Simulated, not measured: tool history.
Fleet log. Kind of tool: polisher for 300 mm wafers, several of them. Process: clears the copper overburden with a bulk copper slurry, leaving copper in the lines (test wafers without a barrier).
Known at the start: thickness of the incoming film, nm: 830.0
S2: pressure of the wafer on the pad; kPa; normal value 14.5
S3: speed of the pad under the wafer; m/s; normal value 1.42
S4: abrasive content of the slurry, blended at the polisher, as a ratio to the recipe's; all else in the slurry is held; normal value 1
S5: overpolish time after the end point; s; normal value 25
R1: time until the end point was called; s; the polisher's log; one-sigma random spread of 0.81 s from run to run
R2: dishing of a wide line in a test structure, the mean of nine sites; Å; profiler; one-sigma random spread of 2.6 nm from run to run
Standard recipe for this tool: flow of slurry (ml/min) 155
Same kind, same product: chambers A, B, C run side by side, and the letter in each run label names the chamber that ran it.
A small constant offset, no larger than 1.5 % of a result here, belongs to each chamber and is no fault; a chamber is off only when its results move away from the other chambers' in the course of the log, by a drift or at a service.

Run 1A, hour 5.4: usual settings. Result: R1 79.343 s, R2 1024.6 Å.
Run 2B, hour 9.4: usual settings. Result: R1 78.134 s, R2 1070.7 Å.
Run 3C, hour 13.3: usual settings. Result: R1 77.258 s, R2 1039.1 Å.
Run 4B, hour 16.2: usual settings. Result: R1 78.917 s, R2 996.82 Å.
Run 5A, hour 21.4: usual settings. Result: R1 79.235 s, R2 1010 Å.
Run 6C, hour 25.6: usual settings. Result: R1 79.122 s, R2 1028 Å.
Run 7B, hour 29.3: usual settings but S3 1.2 m/s. Result: R1 93.139 s, R2 951.25 Å.
Run 8A, hour 32.9: usual settings but S3 1.2 m/s. Result: R1 94.767 s, R2 997.89 Å.
Run 9C, hour 37.8: usual settings but S3 1.2 m/s. Result: R1 92.571 s, R2 942.82 Å.
Run 10C, hour 43: usual settings. Result: R1 79.652 s, R2 1038.8 Å.
At hour 43.8: chamber B: slurry blender recalibrated.
Run 11B, hour 46.4: usual settings. Result: R1 78.689 s, R2 1038.7 Å.
Run 12A, hour 48.8: usual settings but S2 17.9 kPa, S3 1.9 m/s. Result: R1 48.617 s, R2 1283.1 Å.
Run 13B, hour 52.1: usual settings but S2 17.9 kPa, S3 1.9 m/s. Result: R1 47.064 s, R2 1269.7 Å.
At hour 55.5: chamber A: worn pad replaced by a new one.
Run 14C, hour 57.4: usual settings but S2 17.9 kPa, S3 1.9 m/s. Result: R1 47.127 s, R2 1292.6 Å.
Run 15A, hour 60: usual settings. Result: R1 81.006 s, R2 1025.5 Å.
At hour 61.5: chamber C: slurry blender recalibrated.
Run 16B, hour 65: usual settings. Result: R1 80.095 s, R2 1032.4 Å.
Run 17A, hour 70.2: usual settings. Result: R1 78.919 s, R2 990.86 Å.
Run 18C, hour 72.8: usual settings. Result: R1 78.557 s, R2 1009.6 Å.
Run 19C, hour 75.5: usual settings. Result: R1 79.579 s, R2 1019 Å.
Run 20B, hour 80.9: usual settings. Result: R1 80.459 s, R2 1077.4 Å.
Run 21A, hour 84.5: usual settings. Result: R1 82.267 s, R2 1038.5 Å.
Run 22B, hour 87.9: usual settings but flow of slurry (ml/min) 130, S2 10.3 kPa. Result: R1 119.15 s, R2 814.88 Å.
Run 23A, hour 92.2: usual settings but flow of slurry (ml/min) 130, S2 10.3 kPa. Result: R1 117.73 s, R2 799.29 Å.
At hour 93.8: chamber C: worn pad replaced by a new one.
Run 24C, hour 95.9: usual settings but flow of slurry (ml/min) 130, S2 10.3 kPa. Result: R1 112.64 s, R2 794.79 Å.
Run 25C, hour 101.1: usual settings but S4 1.25. Result: R1 75.749 s, R2 1075.4 Å.
Run 26A, hour 105.2: usual settings but S4 1.25. Result: R1 75.307 s, R2 1068 Å.
Run 27B, hour 109.6: usual settings but S4 1.25. Result: R1 79.994 s, R2 1073.2 Å.
At hour 110.6: chamber C: slurry nozzle cleaned.
Run 28A, hour 112.7: usual settings. Result: R1 79.427 s, R2 1013.9 Å.
Run 29C, hour 115.4: usual settings. Result: R1 78.24 s, R2 1106.8 Å.
At hour 118.6: chamber A: slurry blender recalibrated.
Run 30B, hour 120.1: usual settings. Result: R1 84.734 s, R2 1016.2 Å.
Run 31A, hour 122.6: usual settings. Result: R1 79.494 s, R2 1056 Å.
Run 32C, hour 125.3: usual settings. Result: R1 77.849 s, R2 1058.5 Å.
Run 33B, hour 130.7: usual settings. Result: R1 84.732 s, R2 1005 Å.
Run 34B, hour 135.6: usual settings but flow of slurry (ml/min) 180. Result: R1 85.319 s, R2 1028.2 Å.
Run 35A, hour 138.7: usual settings but flow of slurry (ml/min) 180. Result: R1 77.079 s, R2 1066.2 Å.
Run 36C, hour 143: usual settings but flow of slurry (ml/min) 180. Result: R1 76.129 s, R2 1038 Å.
Run 37A, hour 148: usual settings. Result: R1 80.463 s, R2 1062.9 Å.
Run 38B, hour 150.6: usual settings. Result: R1 86.212 s, R2 966.81 Å.
Run 39C, hour 153.5: usual settings. Result: R1 78.166 s, R2 1032.1 Å.
Run 40B, hour 158.7: usual settings. Result: R1 87.253 s, R2 972.66 Å.

All chambers now run identical settings, listed one chamber a line with results as question marks. What results will each chamber show?
Run 41A, hour 162.6: usual settings. Result: R1 ?, R2 ?.
Run 41B, hour 162.6: usual settings. Result: R1 ?, R2 ?.
Run 41C, hour 162.6: usual settings. Result: R1 ?, R2 ?.

run      R1      R2
41A  81.441  1031.1
41B  88.359  956.08
41C  78.098  1066.1
